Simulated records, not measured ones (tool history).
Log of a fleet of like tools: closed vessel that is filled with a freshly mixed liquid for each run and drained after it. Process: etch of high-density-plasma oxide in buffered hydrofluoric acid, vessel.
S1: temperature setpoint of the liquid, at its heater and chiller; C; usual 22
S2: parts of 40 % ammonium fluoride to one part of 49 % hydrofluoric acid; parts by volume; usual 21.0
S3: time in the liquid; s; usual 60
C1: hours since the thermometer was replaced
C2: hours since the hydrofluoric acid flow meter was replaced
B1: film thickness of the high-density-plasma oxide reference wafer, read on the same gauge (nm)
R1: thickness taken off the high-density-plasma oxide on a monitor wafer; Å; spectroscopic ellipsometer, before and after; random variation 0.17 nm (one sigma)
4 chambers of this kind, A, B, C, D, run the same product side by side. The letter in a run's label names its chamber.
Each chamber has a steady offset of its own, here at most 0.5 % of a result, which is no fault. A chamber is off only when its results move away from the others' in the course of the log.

run 1C day=0.092 | S1=22 S2=21.0 S3=60 | C1=858.5 C2=975.8 | B1=60.019 | R1=326.82
run 2B day=0.296 | S1=22 S2=21.0 S3=60 | C1=55.1 C2=146.7 | B1=60.011 | R1=327.52
run 3D day=0.400 | S1=22 S2=21.0 S3=60 | C1=422.4 C2=600.2 | B1=59.982 | R1=328.57
run 4A day=0.567 | S1=22 S2=21.0 S3=60 | C1=1206.0 C2=1089.5 | B1=60.005 | R1=327.96
run 5B day=0.762 | S1=22 S2=21.0 S3=60 | C1=66.3 C2=157.9 | B1=59.990 | R1=328.22
run 6D day=0.912 | S1=22 S2=21.0 S3=60 | C1=434.7 C2=612.5 | B1=59.994 | R1=328.47
run 7C day=1.004 | S1=22 S2=16.0 S3=85 | C1=880.4 C2=997.7 | B1=59.982 | R1=599.66
run 8A day=1.146 | S1=22 S2=16.0 S3=85 | C1=1219.9 C2=1103.4 | B1=60.006 | R1=594.85
run 9C day=1.283 | S1=22 S2=16.0 S3=85 | C1=887.1 C2=1004.4 | B1=59.988 | R1=599.83
run 10D day=1.388 | S1=22 S2=16.0 S3=85 | C1=446.1 C2=623.9 | B1=60.010 | R1=596.55
run 11A day=1.558 | S1=22 S2=28.5 S3=90 | C1=1229.8 C2=1113.3 | B1=60.009 | R1=398.38
run 12B day=1.671 | S1=22 S2=28.5 S3=90 | C1=88.1 C2=179.7 | B1=59.988 | R1=396.55
run 13C day=1.792 | S1=22 S2=28.5 S3=90 | C1=899.3 C2=1016.6 | B1=60.011 | R1=398.97
run 14B day=1.996 | S1=22 S2=28.5 S3=90 | C1=95.9 C2=187.5 | B1=59.993 | R1=399.66
run 15D day=2.200 | S1=22 S2=21.0 S3=60 | C1=465.6 C2=643.4 | B1=59.988 | R1=331.06
run 16A day=2.350 | S1=22 S2=21.0 S3=60 | C1=1248.8 C2=1132.3 | B1=60.003 | R1=330.16
run 17A day=2.496 | S1=22 S2=21.0 S3=60 | C1=1252.3 C2=1135.8 | B1=59.994 | R1=329.39
run 18C day=2.679 | S1=22 S2=21.0 S3=60 | C1=920.6 C2=1037.9 | B1=60.014 | R1=325.17
run 19D day=2.825 | S1=22 S2=21.0 S3=60 | C1=480.6 C2=658.4 | B1=59.984 | R1=330.20
run 20B day=2.992 | S1=22 S2=21.0 S3=60 | C1=119.8 C2=211.4 | B1=60.020 | R1=329.42
run 21C day=3.142 | S1=22 S2=21.0 S3=60 | C1=931.7 C2=1049.0 | B1=59.986 | R1=322.01
run 22D day=3.246 | S1=22 S2=21.0 S3=60 | C1=490.7 C2=668.5 | B1=60.014 | R1=324.06
run 23A day=3.458 | S1=22 S2=21.0 S3=60 | C1=1275.4 C2=1158.9 | B1=60.000 | R1=328.93
run 24B day=3.675 | S1=22 S2=21.0 S3=60 | C1=136.2 C2=227.8 | B1=60.013 | R1=329.26
run 25B day=3.808 | S1=22 S2=21.0 S3=60 | C1=139.4 C2=231.0 | B1=60.008 | R1=325.90
run 26C day=3.971 | S1=22 S2=21.0 S3=60 | C1=951.6 C2=1068.9 | B1=60.009 | R1=322.11
run 27A day=4.129 | S1=22 S2=21.0 S3=60 | C1=1291.5 C2=1175.0 | B1=60.004 | R1=327.59
run 28D day=4.254 | S1=22 S2=21.0 S3=60 | C1=514.9 C2=692.7 | B1=60.006 | R1=331.26
run 29C day=4.429 | S1=22 S2=21.0 S3=60 | C1=962.6 C2=1079.9 | B1=59.983 | R1=317.78
run 30A day=4.546 | S1=22 S2=21.0 S3=60 | C1=1301.5 C2=1185.0 | B1=60.003 | R1=329.54
run 31D day=4.658 | S1=22 S2=21.0 S3=60 | C1=524.6 C2=702.4 | B1=59.989 | R1=328.58
run 32B day=4.804 | S1=22 S2=21.0 S3=60 | C1=163.3 C2=254.9 | B1=60.022 | R1=326.17
run 33B day=4.904 | S1=22 S2=21.0 S3=60 | C1=165.7 C2=257.3 | B1=59.985 | R1=328.55
run 34A day=5.058 | S1=22 S2=21.0 S3=60 | C1=1313.8 C2=1197.3 | B1=59.999 | R1=327.08
run 35D day=5.188 | S1=22 S2=21.0 S3=60 | C1=537.3 C2=715.1 | B1=59.995 | R1=329.17
run 36C day=5.321 | S1=22 S2=21.0 S3=60 | C1=984.0 C2=1101.3 | B1=59.981 | R1=313.74
run 37C day=5.429 | S1=22 S2=21.0 S3=60 | C1=986.6 C2=1103.9 | B1=60.015 | R1=309.77
run 38B day=5.575 | S1=22 S2=16.0 S3=35 | C1=181.8 C2=273.4 | B1=59.964 | R1=246.94
run 39A day=5.754 | S1=22 S2=16.0 S3=35 | C1=1330.5 C2=1214.0 | B1=59.973 | R1=245.37
run 40D day=5.971 | S1=22 S2=16.0 S3=35 | C1=556.1 C2=733.9 | B1=59.983 | R1=246.95
run 41B day=6.146 | S1=22 S2=16.0 S3=35 | C1=195.5 C2=287.1 | B1=59.971 | R1=248.10

All 4 chambers run these settings next. Forecast each chamber's results:
run 42A day=6.300 | S1=22 S2=21.0 S3=60 | R1=?
run 42B day=6.300 | S1=22 S2=21.0 S3=60 | R1=?
run 42C day=6.300 | S1=22 S2=21.0 S3=60 | R1=?
run 42D day=6.300 | S1=22 S2=21.0 S3=60 | R1=?

run=42A R1=326.72
run=42B R1=329.42
run=42C R1=306.38
run=42D R1=328.75
